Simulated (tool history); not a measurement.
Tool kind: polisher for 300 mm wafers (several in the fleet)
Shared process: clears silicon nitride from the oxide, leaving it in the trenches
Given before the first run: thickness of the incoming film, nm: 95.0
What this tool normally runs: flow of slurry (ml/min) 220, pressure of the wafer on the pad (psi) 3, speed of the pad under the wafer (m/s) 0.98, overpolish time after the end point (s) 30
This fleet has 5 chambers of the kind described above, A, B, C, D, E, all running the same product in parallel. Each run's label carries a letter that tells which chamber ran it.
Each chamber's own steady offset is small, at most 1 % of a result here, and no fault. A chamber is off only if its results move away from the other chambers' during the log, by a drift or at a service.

run   hour  flow of slurry (ml/min)  pressure of the wafer on the pad (psi)  speed of the pad under the wafer (m/s)  overpolish time after the end point (s)  wafers polished on this pad  hours since the slurry nozzle was cleaned  hours since the head pressure was calibrated  time until the end point was called (s)
       5.6  -- chamber C: head pressure recalibrated
       7.7  -- chamber E: worn pad replaced by a new one
 1B    8.2                      220                                       3                                    0.98                                       30                          561                                      152.4                                         708.4                                    100.6
         9  -- chamber B: worn pad replaced by a new one
      14.2  -- chamber C: worn pad replaced by a new one
 2C   14.5                      220                                       3                                    0.98                                       30                            3                                       64.2                                             9                                   100.72
 3D   20.1                      220                                       3                                    0.98                                       30                          710                                         32                                         803.7                                   101.26
 4A   24.9                      220                                       3                                    0.98                                       30                          498                                      194.9                                         128.2                                   99.918
 5E   34.4                      220                                       3                                    0.98                                       30                          292                                       84.9                                         115.5                                   100.83
 6D   43.5                      220                                       3                                    0.98                                       30                          965                                       55.4                                         827.1                                   99.797
        45  -- chamber D: worn pad replaced by a new one
 7A   48.1                      220                                       3                                    0.98                                       30                          751                                      218.1                                         151.4                                   99.393
 8C   53.8                      220                                       3                                    0.98                                       30                          432                                      103.5                                          48.3                                   100.62
      59.4  -- chamber B: worn pad replaced by a new one
 9E   62.6                      220                                       3                                    0.98                                       30                          600                                      113.1                                         143.7                                   100.24
      67.9  -- chamber A: slurry nozzle cleaned
10B   69.9                      220                                       3                                    0.98                                       30                          114                                      214.1                                         770.1                                   100.62
      70.8  -- chamber E: worn pad replaced by a new one
        73  -- chamber B: slurry nozzle cleaned
        75  -- chamber C: worn pad replaced by a new one
11E   78.7                      220                                       3                                    0.98                                       30                           86                                      129.2                                         159.8                                     99.1
12D   86.3                      220                                       3                                    0.98                                       30                          451                                       98.2                                         869.9                                   99.741
      90.5  -- chamber B: head pressure recalibrated
13B     93                      220                                       3                                    0.98                                       30                          367                                         20                                           2.5                                   107.04
14C  101.6                      220                                       3                                    0.98                                       30                          290                                      151.3                                          96.1                                   100.05
     104.6  -- chamber A: worn pad replaced by a new one
15A  108.4                      220                                       3                                    0.98                                       30                           41                                       40.5                                         211.7                                   101.07
     111.3  -- chamber B: worn pad replaced by a new one
16D  115.9                      220                                       3                                    0.98                                       30                          774                                      127.8                                         899.5                                   100.69
17E  125.9                      220                                       3                                    0.98                                       30                          601                                      176.4                                           207                                   99.874
     127.9  -- chamber C: worn pad replaced by a new one
18C  135.7                      220                                       3                                    0.76                                       30                           85                                      185.4                                         130.2                                   129.72
       140  -- chamber E: worn pad replaced by a new one
     140.7  -- chamber D: worn pad replaced by a new one
19A  143.5                      220                                       3                                    0.76                                       30                          425                                       75.6                                         246.8                                   132.35
20B  148.5                      220                                       3                                    0.76                                       30                          407                                       75.5                                            58                                   139.28
21B  158.2                      220                                       3                                    0.76                                       30                          512                                       85.2                                          67.7                                   138.25
     163.7  -- chamber B: worn pad replaced by a new one
22E    168                      220                                       3                                    0.76                                       30                          305                                      218.5                                         249.1                                   130.22
23C  177.2                      220                                       3                                    0.98                                       30                          538                                      226.9                                         171.7                                   99.557
       181  -- chamber C: worn pad replaced by a new one
24D  182.7                      220                                       3                                    0.98                                       30                          459                                      194.6                                         966.3                                   100.69
25A  189.2                      220                                       3                                    0.98                                       30                          923                                      121.3                                         292.5                                   100.35
26A  193.9                      220                                       3                                     1.2                                       30                          975                                        126                                         297.2                                   81.476
27C  201.8                      220                                       3                                     1.2                                       30                          227                                      251.5                                         196.3                                   81.608
28B  207.3                      220                                       3                                     1.2                                       30                          476                                      134.3                                         116.8                                   87.875
29D  212.6                      220                                       3                                     1.2                                       30                          786                                      224.5                                         996.2                                   82.078
     214.4  -- chamber E: worn pad replaced by a new one
30E  219.3                      220                                       3                                     1.2                                       30                           53                                      269.8                                         300.4                                   82.658

Does one chamber stand apart from the rest, does the shared gauge drift, or is all well apart from small per-chamber offsets? Give the chamber and the most likely cause, where there is one.

Chamber B has stood off from the others ever since a service on it.
What lies behind it: head's pressure below its setpoint, % = 6.09.

Which of the 4 candidates below, each the usual settings with something changed and its results left as question marks, puts chamber B back in line with what the other chambers give on the usual settings?
To be in line, a result may differ from the other chambers' mean on the usual settings by at most: time until the end point was called (s) 3.1
31B-1  226.8                      220                                       3                                    0.96                                       30                                                                                                                                                              ?
31B-2  226.8                      220                                       3                                    1.04                                       30                                                                                                                                                              ?
31B-3  226.8                      220                                       3                                       1                                       30                                                                                                                                                              ?
31B-4  226.8                      220                                     2.9                                    0.94                                       30                                                                                                                                                              ?

Other chambers, usual settings, mean: time until the end point was called (s) 100.51
  run  time until the end point was called (s)
31B-1                                   109.78
31B-2                                   101.22
31B-3                                   105.32
31B-4                                   116.02
Change 31B-2 lands the chamber within the allowed miss of the other chambers.

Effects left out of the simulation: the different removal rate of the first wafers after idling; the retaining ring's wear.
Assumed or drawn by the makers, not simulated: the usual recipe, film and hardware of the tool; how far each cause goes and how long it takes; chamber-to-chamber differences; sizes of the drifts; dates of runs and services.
